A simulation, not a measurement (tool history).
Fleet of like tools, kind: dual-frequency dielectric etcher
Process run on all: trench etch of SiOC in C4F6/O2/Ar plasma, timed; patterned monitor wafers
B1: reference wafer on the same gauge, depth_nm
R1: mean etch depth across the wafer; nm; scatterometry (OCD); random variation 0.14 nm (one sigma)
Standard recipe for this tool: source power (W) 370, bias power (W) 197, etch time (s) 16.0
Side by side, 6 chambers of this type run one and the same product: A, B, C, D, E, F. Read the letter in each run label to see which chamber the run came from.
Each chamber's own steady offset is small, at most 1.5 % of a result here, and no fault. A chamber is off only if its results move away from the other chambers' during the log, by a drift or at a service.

Run 1A, hour 4.9: usual settings; B1 36.555. Result: R1 33.264 nm.
At hour 7.7: chamber A: bias power generator calibrated.
Run 2E, hour 11.5: usual settings; B1 36.574. Result: R1 33.516 nm.
Run 3B, hour 15.3: usual settings; B1 36.605. Result: R1 32.936 nm.
Run 4C, hour 21.1: usual settings; B1 36.581. Result: R1 32.871 nm.
Run 5D, hour 26.4: usual settings; B1 36.596. Result: R1 33.092 nm.
Run 6F, hour 30.4: usual settings; B1 36.588. Result: R1 32.820 nm.
Run 7B, hour 36.9: usual settings but bias power (W) 243, etch time (s) 20.5; B1 36.608. Result: R1 45.669 nm.
Run 8C, hour 40.2: usual settings but bias power (W) 243, etch time (s) 20.5; B1 36.632. Result: R1 44.833 nm.
Run 9E, hour 43.7: usual settings but bias power (W) 243, etch time (s) 20.5; B1 36.596. Result: R1 45.972 nm.
Run 10F, hour 49.7: usual settings but bias power (W) 243, etch time (s) 20.5; B1 36.623. Result: R1 45.551 nm.
Run 11A, hour 55.5: usual settings but bias power (W) 243, etch time (s) 20.5; B1 36.592. Result: R1 45.707 nm.
Run 12D, hour 59.4: usual settings but bias power (W) 243, etch time (s) 20.5; B1 36.633. Result: R1 45.537 nm.
Run 13D, hour 66.7: usual settings; B1 36.604. Result: R1 33.364 nm.
Run 14E, hour 70.5: usual settings; B1 36.612. Result: R1 33.322 nm.
Run 15F, hour 74.2: usual settings; B1 36.612. Result: R1 32.908 nm.
At hour 77.6: chamber C: wet clean of the chamber.
Run 16A, hour 78.7: usual settings; B1 36.556. Result: R1 33.422 nm.
Run 17B, hour 85.2: usual settings; B1 36.561. Result: R1 33.165 nm.
Run 18C, hour 90.1: usual settings; B1 36.579. Result: R1 32.559 nm.
Run 19B, hour 95.7: usual settings but etch time (s) 19.0; B1 36.586. Result: R1 39.486 nm.
Run 20E, hour 98.9: usual settings but etch time (s) 19.0; B1 36.561. Result: R1 39.514 nm.
Run 21F, hour 103.2: usual settings but etch time (s) 19.0; B1 36.635. Result: R1 39.061 nm.
At hour 109.8: chamber A: wet clean of the chamber.
Run 22C, hour 109.9: usual settings but etch time (s) 19.0; B1 36.573. Result: R1 38.991 nm.
Run 23A, hour 116.2: usual settings but etch time (s) 19.0; B1 36.594. Result: R1 41.075 nm.
Run 24D, hour 121.3: usual settings but etch time (s) 19.0; B1 36.583. Result: R1 39.451 nm.
Run 25B, hour 127.7: usual settings; B1 36.572. Result: R1 33.288 nm.
At hour 131.1: chamber F: wet clean of the chamber.
Run 26C, hour 132.2: usual settings; B1 36.604. Result: R1 32.674 nm.
Run 27D, hour 137.0: usual settings; B1 36.604. Result: R1 33.378 nm.
Run 28F, hour 143.4: usual settings but source power (W) 320; B1 36.647. Result: R1 30.992 nm.
Run 29A, hour 148.9: usual settings but source power (W) 320; B1 36.591. Result: R1 32.794 nm.
Run 30E, hour 154.1: usual settings but source power (W) 320; B1 36.601. Result: R1 31.299 nm.
Run 31A, hour 158.6: usual settings but source power (W) 320; B1 36.558. Result: R1 32.664 nm.
Run 32F, hour 162.2: usual settings but source power (W) 320; B1 36.588. Result: R1 31.059 nm.
Run 33B, hour 167.1: usual settings but source power (W) 320; B1 36.603. Result: R1 31.571 nm.
Run 34D, hour 172.2: usual settings; B1 36.624. Result: R1 33.059 nm.
Run 35E, hour 177.9: usual settings but source power (W) 450, etch time (s) 12.0; B1 36.617. Result: R1 26.907 nm.
Run 36C, hour 182.8: usual settings but source power (W) 450, etch time (s) 12.0; B1 36.609. Result: R1 26.615 nm.
Run 37B, hour 186.3: usual settings but source power (W) 450, etch time (s) 12.0; B1 36.589. Result: R1 26.777 nm.
Run 38E, hour 191.2: usual settings but source power (W) 450, etch time (s) 12.0; B1 36.591. Result: R1 27.098 nm.
Run 39C, hour 195.9: usual settings but source power (W) 450, etch time (s) 12.0; B1 36.576. Result: R1 26.501 nm.
Run 40D, hour 199.8: usual settings but source power (W) 450, etch time (s) 12.0; B1 36.586. Result: R1 26.986 nm.
Run 41F, hour 203.0: usual settings; B1 36.619. Result: R1 32.818 nm.
Run 42A, hour 208.3: usual settings; B1 36.598. Result: R1 34.716 nm.

Next, all 6 chambers run the settings below, one line each with question marks for the results. What does each chamber give?
Run 43A, hour 213.6: usual settings but source power (W) 420. Result: R1 ?.
Run 43B, hour 213.6: usual settings but source power (W) 420. Result: R1 ?.
Run 43C, hour 213.6: usual settings but source power (W) 420. Result: R1 ?.
Run 43D, hour 213.6: usual settings but source power (W) 420. Result: R1 ?.
Run 43E, hour 213.6: usual settings but source power (W) 420. Result: R1 ?.
Run 43F, hour 213.6: usual settings but source power (W) 420. Result: R1 ?.

run      R1
43A  36.114
43B  35.134
43C  34.325
43D  34.989
43E  35.188
43F  34.547
